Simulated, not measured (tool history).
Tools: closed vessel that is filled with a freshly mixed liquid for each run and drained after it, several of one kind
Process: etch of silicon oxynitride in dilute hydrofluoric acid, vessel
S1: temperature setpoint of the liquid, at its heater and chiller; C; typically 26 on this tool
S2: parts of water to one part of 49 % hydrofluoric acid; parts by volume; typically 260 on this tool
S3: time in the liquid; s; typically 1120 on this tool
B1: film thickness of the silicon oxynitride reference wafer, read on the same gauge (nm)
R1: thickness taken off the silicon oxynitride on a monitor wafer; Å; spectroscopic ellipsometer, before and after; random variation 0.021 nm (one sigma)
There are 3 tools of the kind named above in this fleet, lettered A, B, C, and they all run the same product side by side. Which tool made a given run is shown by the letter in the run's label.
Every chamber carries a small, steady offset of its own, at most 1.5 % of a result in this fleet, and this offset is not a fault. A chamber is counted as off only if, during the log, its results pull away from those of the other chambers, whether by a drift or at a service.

| run | hour | S1 | S2 | S3 | B1 | R1 |
|---|---|---|---|---|---|---|
| 1A | 2.7 | 26 | 260 | 1120 | 39.998 | 68.087 |
| 2B | 6 | 26 | 260 | 1120 | 39.982 | 68.752 |
| 3C | 11 | 26 | 260 | 1120 | 39.998 | 69.43 |
| 4C | 16.2 | 26 | 260 | 1120 | 39.97 | 69.344 |
| 5B | 19.3 | 26 | 260 | 1120 | 39.974 | 68.999 |
| 6A | 23 | 26 | 260 | 1120 | 40.002 | 68.705 |
| 7B | 26.8 | 26 | 260 | 1120 | 40.013 | 68.646 |
| 8A | 29.3 | 26 | 260 | 1120 | 40.018 | 68.713 |
| 9C | 32.7 | 26 | 260 | 1120 | 40.023 | 69.048 |
| 10C | 36.8 | 26 | 260 | 1120 | 39.946 | 69.068 |
| 11B | 39.8 | 26 | 260 | 1120 | 39.998 | 68.733 |
| 12A | 42.6 | 26 | 260 | 1120 | 39.994 | 69.123 |
| 13C | 46 | 26 | 260 | 1120 | 40 | 69.521 |
| 14A | 50.1 | 26 | 260 | 1120 | 40.027 | 68.773 |
| 15B | 52.6 | 26 | 260 | 1120 | 40.002 | 69.025 |
| 16B | 55.9 | 26 | 260 | 1120 | 40.005 | 69.084 |
| 17C | 59.4 | 26 | 260 | 1120 | 39.979 | 69.349 |
| 18A | 62.9 | 26 | 260 | 1120 | 39.99 | 69.183 |
| 19C | 67.3 | 26 | 260 | 1120 | 39.983 | 69.153 |
| 20B | 70.4 | 22 | 260 | 1520 | 40.006 | 79.292 |
| 21A | 73 | 22 | 260 | 1520 | 40 | 79.318 |
| 22A | 75.7 | 22 | 260 | 1520 | 40.015 | 79.663 |
| 23B | 79.5 | 26 | 260 | 1120 | 40.005 | 68.997 |
|  | 82 | chamber B: thermometer replaced |
| 24C | 84.5 | 26 | 260 | 600 | 39.979 | 37.029 |
| 25A | 89.7 | 26 | 260 | 600 | 39.991 | 37.518 |
| 26C | 94.5 | 26 | 260 | 600 | 40.018 | 36.958 |
| 27B | 97.9 | 26 | 260 | 1120 | 39.99 | 69.037 |
| 28B | 101.6 | 26 | 260 | 1120 | 40.015 | 69.314 |
| 29A | 106.7 | 26 | 260 | 1120 | 39.989 | 70.292 |
| 30C | 111.5 | 26 | 260 | 1120 | 39.983 | 69.535 |
| 31B | 113.8 | 26 | 260 | 605 | 40.008 | 37.38 |
| 32C | 117.5 | 26 | 260 | 605 | 40.01 | 37.451 |
| 33A | 121.8 | 26 | 260 | 605 | 40 | 38.119 |
| 34B | 126.9 | 26 | 260 | 1120 | 40.008 | 68.479 |
| 35C | 131.8 | 26 | 310 | 1120 | 39.994 | 55.925 |
| 36A | 134.4 | 26 | 310 | 1120 | 39.982 | 57.441 |

The same settings go to every chamber for the next run, one line per chamber below. Forecast the results for each:
| 37A | 138.2 | 26 | 260 | 1120 |  | ? |
| 37B | 138.2 | 26 | 260 | 1120 |  | ? |
| 37C | 138.2 | 26 | 260 | 1120 |  | ? |

| run | R1 |
|---|---|
| 37A | 71.208 |
| 37B | 68.788 |
| 37C | 69.53 |
